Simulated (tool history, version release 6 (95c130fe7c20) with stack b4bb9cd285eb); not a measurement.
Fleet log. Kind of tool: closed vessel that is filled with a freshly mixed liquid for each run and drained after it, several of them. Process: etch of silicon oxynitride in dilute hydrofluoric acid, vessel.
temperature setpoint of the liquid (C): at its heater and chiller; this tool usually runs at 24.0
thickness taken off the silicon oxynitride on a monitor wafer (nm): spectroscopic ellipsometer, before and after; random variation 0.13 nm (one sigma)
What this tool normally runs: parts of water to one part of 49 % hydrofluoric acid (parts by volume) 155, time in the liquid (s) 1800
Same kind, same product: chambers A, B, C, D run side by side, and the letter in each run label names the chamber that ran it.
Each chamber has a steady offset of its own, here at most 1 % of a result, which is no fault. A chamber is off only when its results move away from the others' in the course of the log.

run   hour  temperature setpoint of the liquid (C)  parts of water to one part of 49 % hydrofluoric acid (parts by volume)  time in the liquid (s)  read-back film thickness of the silicon oxynitride reference wafer, read on the same gauge (nm)  thickness taken off the silicon oxynitride on a monitor wafer (nm)
 1A    7.9                                    24.0                                                                     155                    1800                                                                                           129.99                                                             17.5620
 2D   14.4                                    24.0                                                                     155                    1800                                                                                           130.00                                                             17.7330
 3C   18.8                                    24.0                                                                     155                    1800                                                                                           129.99                                                             17.6960
 4B   24.5                                    24.0                                                                     155                    1800                                                                                           129.99                                                             17.2700
 5B   32.9                                    24.0                                                                     155                    1800                                                                                           130.01                                                             17.6130
 6C   41.1                                    24.0                                                                     200                    2205                                                                                           130.00                                                             16.3720
 7D   49.4                                    24.0                                                                     200                    2205                                                                                           130.01                                                             16.0290
 8A   53.9                                    24.0                                                                     200                    2205                                                                                           130.00                                                             16.2700
 9A   58.2                                    24.0                                                                     200                    2205                                                                                           130.00                                                             16.0890
      61.1  -- chamber D: hydrofluoric acid flow meter replaced
10C   66.4                                    26.5                                                                      85                    1800                                                                                           129.97                                                             37.7880
11B   72.7                                    26.5                                                                      85                    1800                                                                                           130.00                                                             38.6070
12D   80.7                                    26.5                                                                      85                    1800                                                                                           130.02                                                             37.0730
13D   84.5                                    26.5                                                                      85                    1800                                                                                           130.00                                                             37.8150
14A   91.6                                    24.0                                                                     155                    1800                                                                                           130.03                                                             17.7750
15B   97.6                                    24.0                                                                     155                    1800                                                                                           130.02                                                             17.2650
16C  102.0                                    28.0                                                                     155                     745                                                                                           129.98                                                              8.7091
17A  107.6                                    28.0                                                                     155                     745                                                                                           130.00                                                              8.7766
18B  113.6                                    28.0                                                                     155                     745                                                                                           130.02                                                              8.6589
19D  121.9                                    28.0                                                                     155                     745                                                                                           130.01                                                              8.4658
20C  128.5                                    24.0                                                                     155                    1800                                                                                           130.00                                                             17.7690
21C  136.2                                    24.0                                                                     155                    1800                                                                                           130.00                                                             17.8410
22A  141.1                                    24.0                                                                     155                    1800                                                                                           130.01                                                             17.7720
23D  146.0                                    24.0                                                                     155                    1800                                                                                           130.00                                                             17.0940
24B  151.1                                    24.0                                                                     155                    1800                                                                                           130.00                                                             17.5940
25B  157.3                                    24.0                                                                     155                    1800                                                                                           129.99                                                             17.2990
     157.7  -- chamber B: hydrofluoric acid flow meter replaced
26D  163.6                                    24.0                                                                     155                    1800                                                                                           130.00                                                             16.7960
27A  172.0                                    24.0                                                                     155                    1800                                                                                           130.00                                                             17.4720
28C  176.4                                    24.0                                                                     155                    1800                                                                                           129.99                                                             17.6690
29B  184.1                                    24.0                                                                     155                    1800                                                                                           130.01                                                             17.5010
30C  189.8                                    24.0                                                                     155                    1800                                                                                           130.01                                                             17.8530
31A  194.5                                    24.0                                                                     155                    1800                                                                                           130.01                                                             17.6740
32D  198.9                                    24.0                                                                     155                    1800                                                                                           130.00                                                             16.4650
33C  207.1                                    24.0                                                                     155                    1800                                                                                           129.99                                                             17.8520
34A  213.7                                    27.5                                                                     155                     880                                                                                           130.00                                                             10.0910
35B  218.9                                    27.5                                                                     155                     880                                                                                           129.99                                                             10.0720

All 4 chambers run these settings next. Forecast each chamber's results:
36A  225.1                                    26.0                                                                     155                    1800                                                                                                                                                                    ?
36B  225.1                                    26.0                                                                     155                    1800                                                                                                                                                                    ?
36C  225.1                                    26.0                                                                     155                    1800                                                                                                                                                                    ?
36D  225.1                                    26.0                                                                     155                    1800                                                                                                                                                                    ?

run  thickness taken off the silicon oxynitride on a monitor wafer (nm)
36A                                                             19.3330
36B                                                             19.3140
36C                                                             19.4250
36D                                                             18.1110
